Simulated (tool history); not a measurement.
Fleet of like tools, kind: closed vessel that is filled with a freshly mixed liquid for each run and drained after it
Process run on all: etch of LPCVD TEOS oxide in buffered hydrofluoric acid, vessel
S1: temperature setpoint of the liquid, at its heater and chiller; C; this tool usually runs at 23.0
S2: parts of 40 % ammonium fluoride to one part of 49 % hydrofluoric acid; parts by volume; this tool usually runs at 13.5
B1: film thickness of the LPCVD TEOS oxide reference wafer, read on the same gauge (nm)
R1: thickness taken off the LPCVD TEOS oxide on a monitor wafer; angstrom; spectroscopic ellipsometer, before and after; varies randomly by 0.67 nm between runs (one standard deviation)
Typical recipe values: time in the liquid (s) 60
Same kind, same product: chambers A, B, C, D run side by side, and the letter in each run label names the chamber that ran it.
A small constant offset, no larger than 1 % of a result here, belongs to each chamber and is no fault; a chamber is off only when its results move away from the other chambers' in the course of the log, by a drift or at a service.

{"run": "1C", "hour": 7.4, "S1": 23.0, "S2": 13.5, "time in the liquid (s)": 60, "B1": 59.98, "R1": 1308.2}
{"run": "2D", "hour": 13.3, "S1": 23.0, "S2": 13.5, "time in the liquid (s)": 60, "B1": 59.975, "R1": 1304.9}
{"run": "3B", "hour": 21.3, "S1": 23.0, "S2": 13.5, "time in the liquid (s)": 60, "B1": 59.991, "R1": 1308.4}
{"run": "4A", "hour": 29.9, "S1": 23.0, "S2": 13.5, "time in the liquid (s)": 60, "B1": 59.993, "R1": 1307.3}
{"run": "5B", "hour": 40.4, "S1": 23.0, "S2": 13.5, "time in the liquid (s)": 60, "B1": 60.015, "R1": 1322.6}
{"run": "6D", "hour": 47.1, "S1": 23.0, "S2": 13.5, "time in the liquid (s)": 60, "B1": 60.012, "R1": 1306.2}
{"hour": 47.8, "done": "chamber D: hydrofluoric acid flow meter replaced"}
{"run": "7A", "hour": 53.6, "S1": 23.0, "S2": 13.5, "time in the liquid (s)": 60, "B1": 60.005, "R1": 1313.6}
{"run": "8C", "hour": 59.5, "S1": 23.0, "S2": 13.5, "time in the liquid (s)": 60, "B1": 59.99, "R1": 1306.5}
{"run": "9A", "hour": 66.2, "S1": 23.0, "S2": 13.5, "time in the liquid (s)": 60, "B1": 60.0, "R1": 1312.1}
{"run": "10C", "hour": 76.3, "S1": 23.0, "S2": 13.5, "time in the liquid (s)": 60, "B1": 59.988, "R1": 1316.7}
{"run": "11B", "hour": 83.5, "S1": 23.0, "S2": 13.5, "time in the liquid (s)": 45, "B1": 60.005, "R1": 976.86}
{"run": "12D", "hour": 92.8, "S1": 23.0, "S2": 13.5, "time in the liquid (s)": 45, "B1": 60.012, "R1": 988.43}
{"run": "13B", "hour": 98.6, "S1": 23.0, "S2": 13.5, "time in the liquid (s)": 45, "B1": 60.008, "R1": 988.31}
{"run": "14A", "hour": 107.6, "S1": 23.0, "S2": 13.5, "time in the liquid (s)": 45, "B1": 59.99, "R1": 980.81}
{"hour": 107.8, "done": "chamber B: hydrofluoric acid flow meter replaced"}
{"run": "15D", "hour": 114.1, "S1": 23.0, "S2": 13.5, "time in the liquid (s)": 60, "B1": 60.001, "R1": 1309.3}
{"run": "16C", "hour": 119.4, "S1": 23.0, "S2": 13.5, "time in the liquid (s)": 60, "B1": 60.019, "R1": 1305.1}
{"run": "17C", "hour": 124.5, "S1": 23.0, "S2": 13.5, "time in the liquid (s)": 60, "B1": 59.973, "R1": 1310.7}
{"run": "18B", "hour": 134.9, "S1": 23.0, "S2": 13.5, "time in the liquid (s)": 60, "B1": 60.019, "R1": 1312.2}
{"run": "19A", "hour": 142.5, "S1": 23.0, "S2": 13.5, "time in the liquid (s)": 60, "B1": 60.016, "R1": 1316.3}
{"run": "20D", "hour": 149.3, "S1": 23.0, "S2": 13.5, "time in the liquid (s)": 60, "B1": 60.006, "R1": 1279.6}
{"run": "21B", "hour": 159.5, "S1": 23.0, "S2": 16.0, "time in the liquid (s)": 40, "B1": 59.983, "R1": 733.7}
{"run": "22D", "hour": 167.2, "S1": 23.0, "S2": 16.0, "time in the liquid (s)": 40, "B1": 60.003, "R1": 721.21}
{"run": "23C", "hour": 174.5, "S1": 23.0, "S2": 16.0, "time in the liquid (s)": 40, "B1": 59.988, "R1": 732.87}
{"hour": 179.2, "done": "chamber A: thermometer replaced"}
{"run": "24A", "hour": 181.4, "S1": 23.0, "S2": 16.0, "time in the liquid (s)": 40, "B1": 59.986, "R1": 737.04}
{"run": "25A", "hour": 186.3, "S1": 23.0, "S2": 13.5, "time in the liquid (s)": 60, "B1": 59.988, "R1": 1304.0}
{"run": "26D", "hour": 195.6, "S1": 27.5, "S2": 10.0, "time in the liquid (s)": 60, "B1": 59.975, "R1": 2159.0}
{"run": "27C", "hour": 204.2, "S1": 27.5, "S2": 10.0, "time in the liquid (s)": 60, "B1": 60.002, "R1": 2261.6}
{"run": "28B", "hour": 214.4, "S1": 27.5, "S2": 10.0, "time in the liquid (s)": 60, "B1": 59.992, "R1": 2252.7}
{"run": "29B", "hour": 223.9, "S1": 27.5, "S2": 10.0, "time in the liquid (s)": 60, "B1": 59.987, "R1": 2260.3}
{"run": "30A", "hour": 235.2, "S1": 23.0, "S2": 13.5, "time in the liquid (s)": 95, "B1": 60.002, "R1": 2062.8}
{"run": "31C", "hour": 243.7, "S1": 23.0, "S2": 13.5, "time in the liquid (s)": 95, "B1": 60.005, "R1": 2060.8}
{"run": "32D", "hour": 251.6, "S1": 23.0, "S2": 13.5, "time in the liquid (s)": 95, "B1": 59.971, "R1": 1946.6}

Is one chamber out of step, is the gauge drifting, or do the chambers differ by no more than their own small offsets? For an off chamber, give its letter and the likeliest cause.

Little by little, chamber D moves away from the other chambers.
Most likely cause: liquid colder than its thermometer reads (K) = 1.35.
Not necessarily distinguishable in this log from: hydrofluoric acid flow below the setpoint (%).

Here are 4 candidates for chamber D's next run, each the usual settings with a change, their results left as question marks. Which one brings its results back in line with what the others give on the usual settings?
Allowed miss from the other chambers' usual-settings mean, per result, to count as in line: R1 23.00 angstrom
{"run": "33D-1", "hour": 259.7, "S1": 23.5, "S2": 13.0, "time in the liquid (s)": 60, "R1": "?"}
{"run": "33D-2", "hour": 259.7, "S1": 22.5, "S2": 13.5, "time in the liquid (s)": 60, "R1": "?"}
{"run": "33D-3", "hour": 259.7, "S1": 23.0, "S2": 14.5, "time in the liquid (s)": 60, "R1": "?"}
{"run": "33D-4", "hour": 259.7, "S1": 23.5, "S2": 13.5, "time in the liquid (s)": 60, "R1": "?"}

Average result of the remaining chambers running the usual settings: R1 1309.90 angstrom
run=33D-1 R1=1299.70
run=33D-2 R1=1184.80
run=33D-3 R1=1137.30
run=33D-4 R1=1253.10
Change 33D-1 lands the chamber within the allowed miss of the other chambers.
